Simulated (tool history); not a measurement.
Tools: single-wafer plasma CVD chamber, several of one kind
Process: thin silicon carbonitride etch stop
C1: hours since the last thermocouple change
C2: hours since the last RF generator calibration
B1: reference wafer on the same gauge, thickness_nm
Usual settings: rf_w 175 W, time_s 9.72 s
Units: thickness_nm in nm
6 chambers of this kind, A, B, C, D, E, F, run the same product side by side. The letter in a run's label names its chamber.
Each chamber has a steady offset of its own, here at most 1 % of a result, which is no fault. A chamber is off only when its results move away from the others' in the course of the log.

{"run": "1C", "hour": 5.1, "rf_w": 175, "time_s": 9.72, "C1": 2015, "C2": 1227.8, "B1": 6.3078, "thickness_nm": 5.3568}
{"run": "2A", "hour": 8.9, "rf_w": 175, "time_s": 9.72, "C1": 880.5, "C2": 29.8, "B1": 6.3092, "thickness_nm": 5.337}
{"run": "3E", "hour": 15.6, "rf_w": 175, "time_s": 9.72, "C1": 823, "C2": 655.2, "B1": 6.3077, "thickness_nm": 5.3006}
{"run": "4D", "hour": 22.4, "rf_w": 175, "time_s": 9.72, "C1": 1681.3, "C2": 986.7, "B1": 6.3043, "thickness_nm": 5.3179}
{"run": "5F", "hour": 27.7, "rf_w": 175, "time_s": 10.88, "C1": 237.5, "C2": 359.7, "B1": 6.3029, "thickness_nm": 6.0062}
{"run": "6B", "hour": 31.0, "rf_w": 175, "time_s": 10.88, "C1": 235.1, "C2": 661.1, "B1": 6.3072, "thickness_nm": 5.8955}
{"run": "7E", "hour": 36.5, "rf_w": 175, "time_s": 10.88, "C1": 843.9, "C2": 676.1, "B1": 6.3018, "thickness_nm": 5.9242}
{"run": "8F", "hour": 43.5, "rf_w": 175, "time_s": 10.88, "C1": 253.3, "C2": 375.5, "B1": 6.3003, "thickness_nm": 5.995}
{"run": "9C", "hour": 49.2, "rf_w": 175, "time_s": 10.88, "C1": 2059.1, "C2": 1271.9, "B1": 6.2996, "thickness_nm": 5.9814}
{"run": "10B", "hour": 52.5, "rf_w": 175, "time_s": 10.88, "C1": 256.6, "C2": 682.6, "B1": 6.3013, "thickness_nm": 5.8948}
{"run": "11D", "hour": 56.3, "rf_w": 175, "time_s": 9.72, "C1": 1715.2, "C2": 1020.6, "B1": 6.2973, "thickness_nm": 5.3183}
{"run": "12A", "hour": 59.7, "rf_w": 175, "time_s": 9.72, "C1": 931.3, "C2": 80.6, "B1": 6.2969, "thickness_nm": 5.3062}
{"run": "13E", "hour": 63.0, "rf_w": 175, "time_s": 9.72, "C1": 870.4, "C2": 702.6, "B1": 6.2987, "thickness_nm": 5.2973}
{"run": "14F", "hour": 67.9, "rf_w": 175, "time_s": 9.72, "C1": 277.7, "C2": 399.9, "B1": 6.296, "thickness_nm": 5.3649}
{"run": "15D", "hour": 74.8, "rf_w": 175, "time_s": 9.72, "C1": 1733.7, "C2": 1039.1, "B1": 6.295, "thickness_nm": 5.328}
{"run": "16A", "hour": 78.1, "rf_w": 185, "time_s": 9.72, "C1": 949.7, "C2": 99, "B1": 6.2961, "thickness_nm": 5.402}
{"run": "17B", "hour": 81.3, "rf_w": 185, "time_s": 9.72, "C1": 285.4, "C2": 711.4, "B1": 6.2939, "thickness_nm": 5.3385}
{"run": "18C", "hour": 85.3, "rf_w": 185, "time_s": 9.72, "C1": 2095.2, "C2": 1308, "B1": 6.2937, "thickness_nm": 5.4322}
{"run": "19D", "hour": 90.7, "rf_w": 185, "time_s": 9.72, "C1": 1749.6, "C2": 1055, "B1": 6.2922, "thickness_nm": 5.3965}
{"run": "20A", "hour": 97.2, "rf_w": 185, "time_s": 9.72, "C1": 968.8, "C2": 118.1, "B1": 6.2897, "thickness_nm": 5.4059}
{"run": "21B", "hour": 103.9, "rf_w": 185, "time_s": 9.72, "C1": 308, "C2": 734, "B1": 6.2891, "thickness_nm": 5.3311}
{"run": "22F", "hour": 109.1, "rf_w": 175, "time_s": 9.72, "C1": 318.9, "C2": 441.1, "B1": 6.2866, "thickness_nm": 5.3477}
{"run": "23E", "hour": 113.9, "rf_w": 175, "time_s": 9.72, "C1": 921.3, "C2": 753.5, "B1": 6.2873, "thickness_nm": 5.274}
{"run": "24C", "hour": 117.7, "rf_w": 175, "time_s": 9.72, "C1": 2127.6, "C2": 1340.4, "B1": 6.2858, "thickness_nm": 5.3457}
{"run": "25B", "hour": 121.0, "rf_w": 175, "time_s": 9.72, "C1": 325.1, "C2": 751.1, "B1": 6.2853, "thickness_nm": 5.2445}
{"run": "26D", "hour": 128.3, "rf_w": 175, "time_s": 9.72, "C1": 1787.2, "C2": 1092.6, "B1": 6.2873, "thickness_nm": 5.3243}
{"run": "27E", "hour": 134.7, "rf_w": 175, "time_s": 9.72, "C1": 942.1, "C2": 774.3, "B1": 6.2824, "thickness_nm": 5.2943}
{"run": "28C", "hour": 139.3, "rf_w": 175, "time_s": 9.72, "C1": 2149.2, "C2": 1362, "B1": 6.2829, "thickness_nm": 5.3367}
{"run": "29F", "hour": 142.5, "rf_w": 175, "time_s": 9.72, "C1": 352.3, "C2": 474.5, "B1": 6.2834, "thickness_nm": 5.337}
{"run": "30A", "hour": 147.6, "rf_w": 175, "time_s": 9.72, "C1": 1019.2, "C2": 168.5, "B1": 6.279, "thickness_nm": 5.297}
{"run": "31A", "hour": 150.9, "rf_w": 175, "time_s": 9.72, "C1": 1022.5, "C2": 171.8, "B1": 6.2789, "thickness_nm": 5.2951}
{"run": "32B", "hour": 154.1, "rf_w": 175, "time_s": 9.72, "C1": 358.2, "C2": 784.2, "B1": 6.2795, "thickness_nm": 5.2548}
{"run": "33C", "hour": 159.1, "rf_w": 175, "time_s": 9.72, "C1": 2169, "C2": 1381.8, "B1": 6.2782, "thickness_nm": 5.3343}
{"run": "34D", "hour": 166.0, "rf_w": 175, "time_s": 9.72, "C1": 1824.9, "C2": 1130.3, "B1": 6.2772, "thickness_nm": 5.3123}
{"run": "35F", "hour": 172.6, "rf_w": 175, "time_s": 9.72, "C1": 382.4, "C2": 504.6, "B1": 6.2772, "thickness_nm": 5.3484}
{"run": "36E", "hour": 176.6, "rf_w": 175, "time_s": 9.72, "C1": 984, "C2": 816.2, "B1": 6.2726, "thickness_nm": 5.2894}
{"run": "37F", "hour": 181.3, "rf_w": 175, "time_s": 9.72, "C1": 391.1, "C2": 513.3, "B1": 6.2746, "thickness_nm": 5.3556}
{"run": "38E", "hour": 184.5, "rf_w": 175, "time_s": 9.72, "C1": 991.9, "C2": 824.1, "B1": 6.2756, "thickness_nm": 5.2677}
{"run": "39D", "hour": 191.8, "rf_w": 175, "time_s": 8.28, "C1": 1850.7, "C2": 1156.1, "B1": 6.2711, "thickness_nm": 4.5138}
{"run": "40C", "hour": 198.3, "rf_w": 175, "time_s": 8.28, "C1": 2208.2, "C2": 1421, "B1": 6.2712, "thickness_nm": 4.5315}
{"run": "41B", "hour": 205.0, "rf_w": 175, "time_s": 8.28, "C1": 409.1, "C2": 835.1, "B1": 6.2691, "thickness_nm": 4.4725}
{"run": "42A", "hour": 208.5, "rf_w": 175, "time_s": 8.28, "C1": 1080.1, "C2": 229.4, "B1": 6.2703, "thickness_nm": 4.5255}
{"run": "43B", "hour": 211.7, "rf_w": 175, "time_s": 8.28, "C1": 415.8, "C2": 841.8, "B1": 6.2672, "thickness_nm": 4.4604}

Is one chamber off against the others, does the gauge drift, or is nothing wrong? If a chamber is off, say which, and what the likeliest cause is.

The gauge drifts, so all chambers seem to drift together. No chamber is off.
Cause: gauge reads low (%) = 0.669.
